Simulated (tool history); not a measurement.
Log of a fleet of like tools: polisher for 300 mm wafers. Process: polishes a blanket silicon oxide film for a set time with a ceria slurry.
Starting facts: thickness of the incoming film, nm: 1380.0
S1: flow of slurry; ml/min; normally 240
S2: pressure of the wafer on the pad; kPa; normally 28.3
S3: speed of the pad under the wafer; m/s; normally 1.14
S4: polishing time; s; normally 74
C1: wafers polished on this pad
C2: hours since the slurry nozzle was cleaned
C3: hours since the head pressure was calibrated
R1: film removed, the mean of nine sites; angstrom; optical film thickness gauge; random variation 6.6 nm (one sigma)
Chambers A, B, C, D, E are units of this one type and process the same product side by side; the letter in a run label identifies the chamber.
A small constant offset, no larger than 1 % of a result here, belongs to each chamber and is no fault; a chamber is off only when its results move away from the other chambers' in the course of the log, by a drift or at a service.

run 1B hour=6.9 | S1=240 S2=28.3 S3=1.14 S4=74 | C1=859 C2=581.9 C3=800.3 | R1=4541.8
-- hour=7.8 chamber B: worn pad replaced by a new one
run 2C hour=10.9 | S1=240 S2=28.3 S3=1.14 S4=74 | C1=668 C2=18.6 C3=267.4 | R1=4475.8
run 3D hour=15.5 | S1=240 S2=28.3 S3=1.14 S4=74 | C1=423 C2=61.9 C3=304.3 | R1=4461.8
run 4A hour=21.1 | S1=240 S2=28.3 S3=1.14 S4=74 | C1=352 C2=131.4 C3=120.2 | R1=4448.3
run 5E hour=25.8 | S1=240 S2=28.3 S3=1.48 S4=65 | C1=427 C2=144.5 C3=293.2 | R1=5001.5
-- hour=27.5 chamber B: slurry nozzle cleaned
run 6D hour=28.9 | S1=240 S2=28.3 S3=1.48 S4=65 | C1=598 C2=75.3 C3=317.7 | R1=5190.0
run 7C hour=35.5 | S1=240 S2=28.3 S3=1.48 S4=65 | C1=991 C2=43.2 C3=292.0 | R1=5077.5
run 8E hour=40.2 | S1=240 S2=28.3 S3=1.48 S4=65 | C1=615 C2=158.9 C3=307.6 | R1=5064.3
-- hour=42.2 chamber C: worn pad replaced by a new one
run 9B hour=45.7 | S1=240 S2=28.3 S3=1.48 S4=65 | C1=496 C2=18.3 C3=839.1 | R1=5135.4
run 10A hour=52.1 | S1=240 S2=28.3 S3=1.14 S4=74 | C1=759 C2=162.4 C3=151.2 | R1=4570.1
run 11B hour=57.0 | S1=240 S2=28.3 S3=1.14 S4=74 | C1=645 C2=29.6 C3=850.4 | R1=4577.2
-- hour=58.9 chamber A: worn pad replaced by a new one
run 12C hour=61.9 | S1=240 S2=28.3 S3=1.14 S4=74 | C1=258 C2=69.6 C3=318.4 | R1=4531.1
run 13A hour=65.1 | S1=240 S2=28.3 S3=1.14 S4=74 | C1=82 C2=175.4 C3=164.2 | R1=4385.5
run 14E hour=69.7 | S1=240 S2=28.3 S3=1.14 S4=74 | C1=1002 C2=188.4 C3=337.1 | R1=4448.8
-- hour=69.8 chamber E: worn pad replaced by a new one
-- hour=74.9 chamber B: worn pad replaced by a new one
run 15D hour=76.1 | S1=240 S2=28.3 S3=1.14 S4=74 | C1=1217 C2=122.5 C3=364.9 | R1=4511.2
run 16B hour=82.9 | S1=240 S2=28.3 S3=1.14 S4=74 | C1=105 C2=55.5 C3=876.3 | R1=4527.6
run 17D hour=87.4 | S1=240 S2=28.3 S3=1.14 S4=74 | C1=1365 C2=133.8 C3=376.2 | R1=4511.1
run 18A hour=91.3 | S1=240 S2=28.3 S3=1.14 S4=74 | C1=425 C2=201.6 C3=190.4 | R1=4417.0
run 19C hour=97.8 | S1=240 S2=28.3 S3=1.14 S4=74 | C1=729 C2=105.5 C3=354.3 | R1=4495.9
run 20E hour=101.3 | S1=240 S2=28.3 S3=1.14 S4=74 | C1=414 C2=220.0 C3=368.7 | R1=4399.0
-- hour=103.2 chamber D: worn pad replaced by a new one
run 21E hour=106.8 | S1=240 S2=28.3 S3=0.84 S4=59 | C1=486 C2=225.5 C3=374.2 | R1=2590.2
run 22A hour=112.4 | S1=240 S2=28.3 S3=0.84 S4=59 | C1=702 C2=222.7 C3=211.5 | R1=2636.2
run 23C hour=119.1 | S1=240 S2=28.3 S3=0.84 S4=59 | C1=1008 C2=126.8 C3=375.6 | R1=2642.4
run 24B hour=123.7 | S1=240 S2=28.3 S3=0.84 S4=59 | C1=640 C2=96.3 C3=917.1 | R1=2635.2
-- hour=124.5 chamber A: worn pad replaced by a new one
-- hour=129.9 chamber C: worn pad replaced by a new one
run 25D hour=130.8 | S1=240 S2=28.3 S3=0.84 S4=59 | C1=362 C2=177.2 C3=419.6 | R1=2641.1
run 26D hour=133.9 | S1=240 S2=28.3 S3=1.14 S4=74 | C1=402 C2=180.3 C3=422.7 | R1=4640.7
run 27A hour=140.1 | S1=240 S2=28.3 S3=1.14 S4=74 | C1=204 C2=250.4 C3=239.2 | R1=4424.7
-- hour=145.5 chamber B: worn pad replaced by a new one
run 28E hour=145.6 | S1=240 S2=28.3 S3=1.14 S4=74 | C1=994 C2=264.3 C3=413.0 | R1=4502.5
run 29B hour=151.8 | S1=240 S2=28.3 S3=1.14 S4=74 | C1=82 C2=124.4 C3=945.2 | R1=4489.0
run 30C hour=155.4 | S1=240 S2=28.3 S3=1.14 S4=74 | C1=335 C2=163.1 C3=411.9 | R1=4413.9
run 31E hour=162.6 | S1=240 S2=28.3 S3=1.14 S4=74 | C1=1217 C2=281.3 C3=430.0 | R1=4395.2
-- hour=163.2 chamber A: slurry nozzle cleaned
-- hour=165.4 chamber E: worn pad replaced by a new one
run 32D hour=168.0 | S1=240 S2=28.3 S3=1.14 S4=74 | C1=849 C2=214.4 C3=456.8 | R1=4460.1
run 33A hour=172.4 | S1=295 S2=28.3 S3=1.14 S4=64 | C1=628 C2=9.3 C3=271.5 | R1=3987.0
run 34C hour=175.7 | S1=295 S2=28.3 S3=1.14 S4=64 | C1=601 C2=183.4 C3=432.2 | R1=3945.7
run 35B hour=182.9 | S1=295 S2=28.3 S3=1.14 S4=64 | C1=490 C2=155.5 C3=976.3 | R1=4008.2
-- hour=184.2 chamber A: worn pad replaced by a new one
run 36A hour=188.0 | S1=295 S2=28.3 S3=1.14 S4=64 | C1=49 C2=24.9 C3=287.1 | R1=3886.2
run 37D hour=193.6 | S1=295 S2=28.3 S3=1.14 S4=64 | C1=1185 C2=240.0 C3=482.4 | R1=4116.2
-- hour=199.0 chamber E: slurry nozzle cleaned
run 38E hour=199.3 | S1=240 S2=28.3 S3=1.14 S4=74 | C1=444 C2=0.3 C3=466.7 | R1=4442.2
-- hour=202.7 chamber B: worn pad replaced by a new one
run 39B hour=206.3 | S1=240 S2=28.3 S3=1.14 S4=74 | C1=48 C2=178.9 C3=999.7 | R1=4577.2
run 40C hour=212.8 | S1=240 S2=28.3 S3=1.14 S4=74 | C1=1087 C2=220.5 C3=469.3 | R1=4385.7
run 41B hour=218.8 | S1=240 S2=28.3 S3=1.14 S4=74 | C1=211 C2=191.4 C3=1012.2 | R1=4436.2
run 42A hour=222.0 | S1=240 S2=28.3 S3=1.14 S4=74 | C1=495 C2=58.9 C3=321.1 | R1=4400.5
run 43E hour=228.7 | S1=195 S2=28.3 S3=1.14 S4=74 | C1=829 C2=29.7 C3=496.1 | R1=4346.9

Does one chamber stand apart from the rest, does the shared gauge drift, or is all well apart from small per-chamber offsets? Give the chamber and the most likely cause, where there is one.

Nothing is wrong: each chamber keeps only its own small, steady offset and the gauge holds still.

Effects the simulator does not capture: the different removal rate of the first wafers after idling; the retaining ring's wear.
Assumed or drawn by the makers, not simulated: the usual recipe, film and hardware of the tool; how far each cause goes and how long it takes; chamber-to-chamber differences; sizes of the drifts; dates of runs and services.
